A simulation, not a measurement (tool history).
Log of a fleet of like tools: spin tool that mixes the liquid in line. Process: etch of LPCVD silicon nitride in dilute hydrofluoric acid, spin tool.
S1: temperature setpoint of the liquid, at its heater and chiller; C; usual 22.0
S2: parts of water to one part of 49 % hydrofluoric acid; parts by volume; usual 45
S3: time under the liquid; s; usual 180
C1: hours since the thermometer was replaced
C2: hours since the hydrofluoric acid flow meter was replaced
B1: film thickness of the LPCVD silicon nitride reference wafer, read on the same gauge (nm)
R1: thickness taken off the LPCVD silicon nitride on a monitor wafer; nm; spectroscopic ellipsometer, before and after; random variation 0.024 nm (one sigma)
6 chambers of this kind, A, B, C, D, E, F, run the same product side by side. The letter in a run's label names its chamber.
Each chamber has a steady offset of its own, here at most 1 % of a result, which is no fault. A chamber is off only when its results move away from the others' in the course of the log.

run	hour	S1	S2	S3	C1	C2	B1	R1
# hour 1.3: chamber A: hydrofluoric acid flow meter replaced
1D	9.8	22.0	45	180	145.5	561.4	110.03	1.5486
2C	16.5	22.0	45	180	1472.8	289.6	110.01	1.5902
3B	23.5	22.0	45	180	1034.3	146.8	110.01	1.6180
4E	30.6	22.0	45	180	764.9	836.1	110.02	1.5999
5A	38.4	22.0	45	180	301.4	37.2	110.00	1.5964
6F	45.2	22.0	45	180	106.4	1044.1	110.01	1.5647
7B	54.5	25.5	45	180	1065.3	177.8	110.01	1.9655
8A	63.1	25.5	45	180	326.1	61.9	109.99	2.0365
9C	71.9	25.5	45	180	1528.2	345.0	109.96	2.0280
10E	79.0	25.5	45	180	813.3	884.5	110.00	2.0075
11D	87.4	25.5	45	180	223.1	639.0	109.98	1.9941
12F	93.5	25.5	45	180	154.7	1092.4	109.99	2.0265
13B	102.4	22.0	45	180	1113.2	225.7	110.03	1.5917
14E	111.0	22.0	45	180	845.3	916.5	109.99	1.5377
15A	120.6	22.0	45	180	383.6	119.4	110.00	1.5961
16F	130.5	22.0	45	180	191.7	1129.4	110.00	1.5656
17D	139.8	22.0	45	180	275.5	691.4	110.03	1.5672
18C	148.3	22.0	45	180	1604.6	421.4	110.03	1.6214
19E	159.1	22.0	45	180	893.4	964.6	110.04	1.5462
# hour 165.2: chamber B: thermometer replaced
20B	169.8	22.0	45	180	4.6	293.1	109.99	1.5369
21D	176.9	22.0	45	180	312.6	728.5	110.02	1.5549
22A	182.7	22.0	45	180	445.7	181.5	110.02	1.6420
23F	191.6	22.0	45	180	252.8	1190.5	110.01	1.6142
24C	198.9	22.0	45	180	1655.2	472.0	110.00	1.5689
25E	209.4	22.0	45	180	943.7	1014.9	110.00	1.5667
26F	215.4	22.0	45	180	276.6	1214.3	109.99	1.6064
# hour 216.2: chamber E: hydrofluoric acid flow meter replaced
27D	224.0	22.0	45	180	359.7	775.6	109.99	1.5904
28B	233.3	22.0	45	180	68.1	356.6	109.99	1.5466
29A	243.0	22.0	45	180	506.0	241.8	110.01	1.6907
30C	249.6	22.0	45	180	1705.9	522.7	109.99	1.5556
31C	258.8	22.0	45	180	1715.1	531.9	110.00	1.5946
32D	268.3	22.0	45	180	404.0	819.9	110.00	1.5903
33F	275.8	22.0	45	180	337.0	1274.7	110.00	1.5751
34E	281.5	22.0	25	100	1015.8	65.4	109.98	1.5713
35B	288.6	22.0	25	100	123.4	411.9	110.00	1.5173
36A	294.0	22.0	25	100	557.0	292.8	109.98	1.7144
37E	300.3	22.0	25	100	1034.6	84.2	110.01	1.5788
38D	307.2	22.0	25	100	442.9	858.8	109.99	1.5844
39B	314.4	22.0	25	100	149.2	437.7	110.01	1.5444
40C	322.2	22.0	45	180	1778.5	595.3	109.97	1.5654
41F	326.9	22.0	45	180	388.1	1325.8	110.01	1.5862
42A	333.1	22.0	45	180	596.1	331.9	110.02	1.7208
43E	338.8	22.0	45	180	1073.1	122.7	109.99	1.6184

Next, every chamber runs the same settings. What will each give?
44A	346.7	22.0	45	180				?
44B	346.7	22.0	45	180				?
44C	346.7	22.0	45	180				?
44D	346.7	22.0	45	180				?
44E	346.7	22.0	45	180				?
44F	346.7	22.0	45	180				?

run	R1
44A	1.7494
44B	1.5956
44C	1.6105
44D	1.5627
44E	1.6024
44F	1.5755
